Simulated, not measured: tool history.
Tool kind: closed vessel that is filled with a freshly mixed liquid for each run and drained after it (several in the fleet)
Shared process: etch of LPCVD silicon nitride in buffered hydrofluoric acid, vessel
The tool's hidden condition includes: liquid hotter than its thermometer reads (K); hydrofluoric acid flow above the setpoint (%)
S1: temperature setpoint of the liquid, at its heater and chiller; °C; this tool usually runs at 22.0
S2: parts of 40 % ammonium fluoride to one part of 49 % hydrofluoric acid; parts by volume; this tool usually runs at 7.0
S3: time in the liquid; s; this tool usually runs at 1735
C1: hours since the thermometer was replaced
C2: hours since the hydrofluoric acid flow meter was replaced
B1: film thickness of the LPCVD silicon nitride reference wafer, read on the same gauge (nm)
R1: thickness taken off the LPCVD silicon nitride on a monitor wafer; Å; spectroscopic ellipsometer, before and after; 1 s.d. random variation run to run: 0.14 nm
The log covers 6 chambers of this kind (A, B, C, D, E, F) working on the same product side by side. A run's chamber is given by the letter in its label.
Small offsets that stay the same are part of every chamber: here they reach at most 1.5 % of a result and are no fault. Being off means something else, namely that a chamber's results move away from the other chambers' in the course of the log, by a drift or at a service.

{"run": "1D", "day": 0.425, "S1": 22.0, "S2": 7.0, "S3": 1735, "C1": 1426.8, "C2": 2321.0, "B1": 29.99, "R1": 345.83}
{"run": "2A", "day": 0.692, "S1": 22.0, "S2": 7.0, "S3": 1735, "C1": 200.1, "C2": 1870.0, "B1": 29.978, "R1": 340.1}
{"day": 1.079, "done": "chamber E: hydrofluoric acid flow meter replaced"}
{"run": "3C", "day": 1.104, "S1": 22.0, "S2": 7.0, "S3": 1735, "C1": 451.0, "C2": 144.3, "B1": 29.979, "R1": 341.57}
{"run": "4E", "day": 1.55, "S1": 22.0, "S2": 7.0, "S3": 1735, "C1": 611.5, "C2": 11.3, "B1": 29.98, "R1": 339.26}
{"run": "5F", "day": 1.862, "S1": 22.0, "S2": 7.0, "S3": 1735, "C1": 177.2, "C2": 1991.2, "B1": 29.984, "R1": 339.06}
{"run": "6B", "day": 2.179, "S1": 22.0, "S2": 7.0, "S3": 1735, "C1": 1442.9, "C2": 367.5, "B1": 29.965, "R1": 344.19}
{"run": "7E", "day": 2.579, "S1": 22.0, "S2": 7.0, "S3": 1735, "C1": 636.2, "C2": 36.0, "B1": 29.956, "R1": 339.35}
{"run": "8B", "day": 2.85, "S1": 22.0, "S2": 7.0, "S3": 1735, "C1": 1459.0, "C2": 383.6, "B1": 29.967, "R1": 346.45}
{"run": "9A", "day": 3.258, "S1": 22.0, "S2": 9.5, "S3": 2640, "C1": 261.7, "C2": 1931.6, "B1": 29.996, "R1": 377.75}
{"run": "10D", "day": 3.642, "S1": 22.0, "S2": 9.5, "S3": 2640, "C1": 1504.0, "C2": 2398.2, "B1": 29.992, "R1": 383.83}
{"run": "11C", "day": 3.871, "S1": 22.0, "S2": 9.5, "S3": 2640, "C1": 517.4, "C2": 210.7, "B1": 30.001, "R1": 385.43}
{"day": 4.188, "done": "chamber D: thermometer replaced"}
{"run": "12F", "day": 4.275, "S1": 22.0, "S2": 9.5, "S3": 2640, "C1": 235.1, "C2": 2049.1, "B1": 29.968, "R1": 380.46}
{"run": "13E", "day": 4.646, "S1": 22.0, "S2": 9.5, "S3": 2640, "C1": 685.8, "C2": 85.6, "B1": 29.98, "R1": 384.22}
{"run": "14A", "day": 4.904, "S1": 22.0, "S2": 9.5, "S3": 2640, "C1": 301.2, "C2": 1971.1, "B1": 29.974, "R1": 380.23}
{"run": "15D", "day": 5.288, "S1": 22.0, "S2": 7.0, "S3": 1735, "C1": 26.5, "C2": 2437.7, "B1": 30.017, "R1": 343.01}
{"run": "16B", "day": 5.588, "S1": 22.0, "S2": 5.5, "S3": 2560, "C1": 1524.7, "C2": 449.3, "B1": 30.047, "R1": 634.83}
{"day": 5.788, "done": "chamber D: hydrofluoric acid flow meter replaced"}
{"run": "17F", "day": 5.904, "S1": 22.0, "S2": 5.5, "S3": 2560, "C1": 274.2, "C2": 2088.2, "B1": 30.002, "R1": 621.32}
{"run": "18C", "day": 6.138, "S1": 22.0, "S2": 5.5, "S3": 2560, "C1": 571.8, "C2": 265.1, "B1": 29.988, "R1": 621.15}
{"run": "19E", "day": 6.521, "S1": 22.0, "S2": 5.5, "S3": 2560, "C1": 730.8, "C2": 130.6, "B1": 30.053, "R1": 620.57}
{"run": "20F", "day": 6.888, "S1": 22.0, "S2": 5.5, "S3": 2560, "C1": 297.8, "C2": 2111.8, "B1": 30.002, "R1": 623.09}
{"run": "21D", "day": 7.175, "S1": 22.0, "S2": 5.5, "S3": 2560, "C1": 71.8, "C2": 33.4, "B1": 30.022, "R1": 625.08}
{"run": "22B", "day": 7.521, "S1": 22.0, "S2": 7.0, "S3": 1735, "C1": 1571.1, "C2": 495.7, "B1": 30.023, "R1": 351.11}
{"run": "23A", "day": 7.888, "S1": 25.5, "S2": 7.0, "S3": 1735, "C1": 372.8, "C2": 2042.7, "B1": 30.017, "R1": 409.18}
{"run": "24C", "day": 8.262, "S1": 25.5, "S2": 7.0, "S3": 1735, "C1": 622.8, "C2": 316.1, "B1": 30.002, "R1": 413.84}
{"run": "25A", "day": 8.688, "S1": 25.5, "S2": 7.0, "S3": 1735, "C1": 392.0, "C2": 2061.9, "B1": 29.993, "R1": 410.45}
{"run": "26F", "day": 8.958, "S1": 25.5, "S2": 7.0, "S3": 1735, "C1": 347.5, "C2": 2161.5, "B1": 30.046, "R1": 412.2}
{"run": "27B", "day": 9.212, "S1": 25.5, "S2": 7.0, "S3": 1735, "C1": 1611.7, "C2": 536.3, "B1": 30.025, "R1": 426.15}
{"run": "28D", "day": 9.575, "S1": 25.5, "S2": 7.0, "S3": 1735, "C1": 129.4, "C2": 91.0, "B1": 30.019, "R1": 415.35}
{"run": "29E", "day": 9.975, "S1": 22.0, "S2": 7.0, "S3": 1735, "C1": 813.7, "C2": 213.5, "B1": 30.003, "R1": 340.18}
{"run": "30C", "day": 10.275, "S1": 22.0, "S2": 7.0, "S3": 1735, "C1": 671.1, "C2": 364.4, "B1": 30.023, "R1": 342.06}
{"run": "31B", "day": 10.717, "S1": 22.0, "S2": 7.0, "S3": 1735, "C1": 1647.8, "C2": 572.4, "B1": 29.999, "R1": 353.18}
{"run": "32D", "day": 11.117, "S1": 22.0, "S2": 7.0, "S3": 1735, "C1": 166.4, "C2": 128.0, "B1": 29.989, "R1": 340.98}
{"run": "33C", "day": 11.396, "S1": 22.0, "S2": 7.0, "S3": 1735, "C1": 698.0, "C2": 391.3, "B1": 30.031, "R1": 341.02}
{"run": "34A", "day": 11.633, "S1": 22.0, "S2": 7.0, "S3": 1735, "C1": 462.7, "C2": 2132.6, "B1": 29.995, "R1": 338.22}
{"run": "35F", "day": 12.096, "S1": 22.0, "S2": 7.0, "S3": 1735, "C1": 422.8, "C2": 2236.8, "B1": 29.994, "R1": 340.05}
{"run": "36E", "day": 12.546, "S1": 22.0, "S2": 7.0, "S3": 1735, "C1": 875.4, "C2": 275.2, "B1": 29.972, "R1": 336.7}
{"run": "37D", "day": 12.8, "S1": 22.0, "S2": 9.0, "S3": 2090, "C1": 206.8, "C2": 168.4, "B1": 29.982, "R1": 315.66}
{"run": "38F", "day": 13.071, "S1": 22.0, "S2": 9.0, "S3": 2090, "C1": 446.2, "C2": 2260.2, "B1": 30.024, "R1": 312.42}
{"run": "39C", "day": 13.375, "S1": 22.0, "S2": 9.0, "S3": 2090, "C1": 745.5, "C2": 438.8, "B1": 29.978, "R1": 314.01}
{"run": "40A", "day": 13.833, "S1": 22.0, "S2": 9.0, "S3": 2090, "C1": 515.5, "C2": 2185.4, "B1": 29.969, "R1": 310.41}
{"run": "41E", "day": 14.192, "S1": 22.0, "S2": 9.0, "S3": 2090, "C1": 914.9, "C2": 314.7, "B1": 30.015, "R1": 311.19}

All 6 chambers run these settings next. Forecast each chamber's results:
{"run": "42A", "day": 14.525, "S1": 22.0, "S2": 7.0, "S3": 2335, "R1": "?"}
{"run": "42B", "day": 14.525, "S1": 22.0, "S2": 7.0, "S3": 2335, "R1": "?"}
{"run": "42C", "day": 14.525, "S1": 22.0, "S2": 7.0, "S3": 2335, "R1": "?"}
{"run": "42D", "day": 14.525, "S1": 22.0, "S2": 7.0, "S3": 2335, "R1": "?"}
{"run": "42E", "day": 14.525, "S1": 22.0, "S2": 7.0, "S3": 2335, "R1": "?"}
{"run": "42F", "day": 14.525, "S1": 22.0, "S2": 7.0, "S3": 2335, "R1": "?"}

run=42A R1=458.03
run=42B R1=482.64
run=42C R1=458.78
run=42D R1=461.39
run=42E R1=458.83
run=42F R1=458.55
